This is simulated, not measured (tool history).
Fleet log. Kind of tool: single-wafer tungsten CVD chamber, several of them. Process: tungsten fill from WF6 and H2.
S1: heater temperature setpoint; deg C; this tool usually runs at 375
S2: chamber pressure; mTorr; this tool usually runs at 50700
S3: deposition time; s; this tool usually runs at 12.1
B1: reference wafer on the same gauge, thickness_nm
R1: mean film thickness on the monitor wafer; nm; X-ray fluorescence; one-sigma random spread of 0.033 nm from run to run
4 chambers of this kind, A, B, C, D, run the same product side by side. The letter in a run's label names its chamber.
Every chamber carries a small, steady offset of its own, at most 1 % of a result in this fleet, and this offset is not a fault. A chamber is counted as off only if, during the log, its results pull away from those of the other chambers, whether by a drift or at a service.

run 1C hour=4.6 | S1=375 S2=50700 S3=12.1 | B1=27.005 | R1=27.468
run 2D hour=12.1 | S1=375 S2=50700 S3=12.1 | B1=27.004 | R1=27.531
run 3B hour=18.9 | S1=375 S2=50700 S3=12.1 | B1=27.014 | R1=27.211
run 4A hour=24.8 | S1=375 S2=50700 S3=12.1 | B1=27.010 | R1=27.332
run 5A hour=32.5 | S1=375 S2=50700 S3=12.1 | B1=27.019 | R1=27.342
run 6C hour=39.6 | S1=375 S2=50700 S3=12.1 | B1=27.023 | R1=27.440
run 7D hour=49.4 | S1=375 S2=42600 S3=12.1 | B1=27.016 | R1=25.378
run 8B hour=55.9 | S1=375 S2=42600 S3=12.1 | B1=27.028 | R1=25.126
run 9D hour=65.7 | S1=375 S2=42600 S3=12.1 | B1=27.035 | R1=25.464
run 10A hour=73.9 | S1=375 S2=42600 S3=12.1 | B1=27.034 | R1=25.239
run 11B hour=83.0 | S1=375 S2=50700 S3=12.1 | B1=27.034 | R1=27.198
run 12C hour=91.8 | S1=375 S2=50700 S3=12.1 | B1=27.038 | R1=27.457
run 13C hour=100.9 | S1=375 S2=50700 S3=12.1 | B1=27.045 | R1=27.517
run 14A hour=108.8 | S1=375 S2=50700 S3=12.1 | B1=27.048 | R1=27.392
run 15B hour=117.7 | S1=375 S2=50700 S3=12.1 | B1=27.054 | R1=27.265
run 16D hour=122.8 | S1=375 S2=59600 S3=12.1 | B1=27.054 | R1=29.661
run 17D hour=130.7 | S1=375 S2=59600 S3=12.1 | B1=27.057 | R1=29.711
run 18A hour=135.7 | S1=375 S2=59600 S3=12.1 | B1=27.063 | R1=29.482
run 19B hour=145.8 | S1=375 S2=59600 S3=12.1 | B1=27.063 | R1=29.220
run 20C hour=151.6 | S1=375 S2=55000 S3=13.8 | B1=27.082 | R1=32.604
run 21D hour=157.8 | S1=375 S2=55000 S3=13.8 | B1=27.077 | R1=32.662
run 22B hour=165.6 | S1=375 S2=55000 S3=13.8 | B1=27.083 | R1=32.257
run 23A hour=174.7 | S1=375 S2=55000 S3=13.8 | B1=27.097 | R1=32.447
run 24C hour=184.2 | S1=375 S2=50700 S3=12.1 | B1=27.089 | R1=27.530
run 25C hour=193.5 | S1=375 S2=50700 S3=12.1 | B1=27.087 | R1=27.488
run 26A hour=200.9 | S1=375 S2=50700 S3=12.1 | B1=27.093 | R1=27.423
run 27D hour=207.6 | S1=375 S2=46000 S3=12.1 | B1=27.093 | R1=26.449
run 28B hour=213.8 | S1=375 S2=46000 S3=12.1 | B1=27.099 | R1=26.059
run 29B hour=221.9 | S1=375 S2=46000 S3=12.1 | B1=27.116 | R1=26.073
run 30A hour=227.8 | S1=375 S2=46000 S3=12.1 | B1=27.110 | R1=26.234
run 31C hour=233.0 | S1=375 S2=50700 S3=12.1 | B1=27.107 | R1=27.519
run 32D hour=243.1 | S1=375 S2=50700 S3=12.1 | B1=27.120 | R1=27.618
run 33A hour=252.1 | S1=375 S2=50700 S3=12.1 | B1=27.114 | R1=27.428
run 34B hour=261.6 | S1=375 S2=42900 S3=13.8 | B1=27.122 | R1=28.910
run 35C hour=271.3 | S1=375 S2=42900 S3=13.8 | B1=27.133 | R1=29.060

The same settings go to every chamber for the next run, one line per chamber below. Forecast the results for each:
run 36A hour=278.5 | S1=375 S2=50700 S3=12.1 | R1=?
run 36B hour=278.5 | S1=375 S2=50700 S3=12.1 | R1=?
run 36C hour=278.5 | S1=375 S2=50700 S3=12.1 | R1=?
run 36D hour=278.5 | S1=375 S2=50700 S3=12.1 | R1=?

run=36A R1=27.421
run=36B R1=27.264
run=36C R1=27.552
run=36D R1=27.634
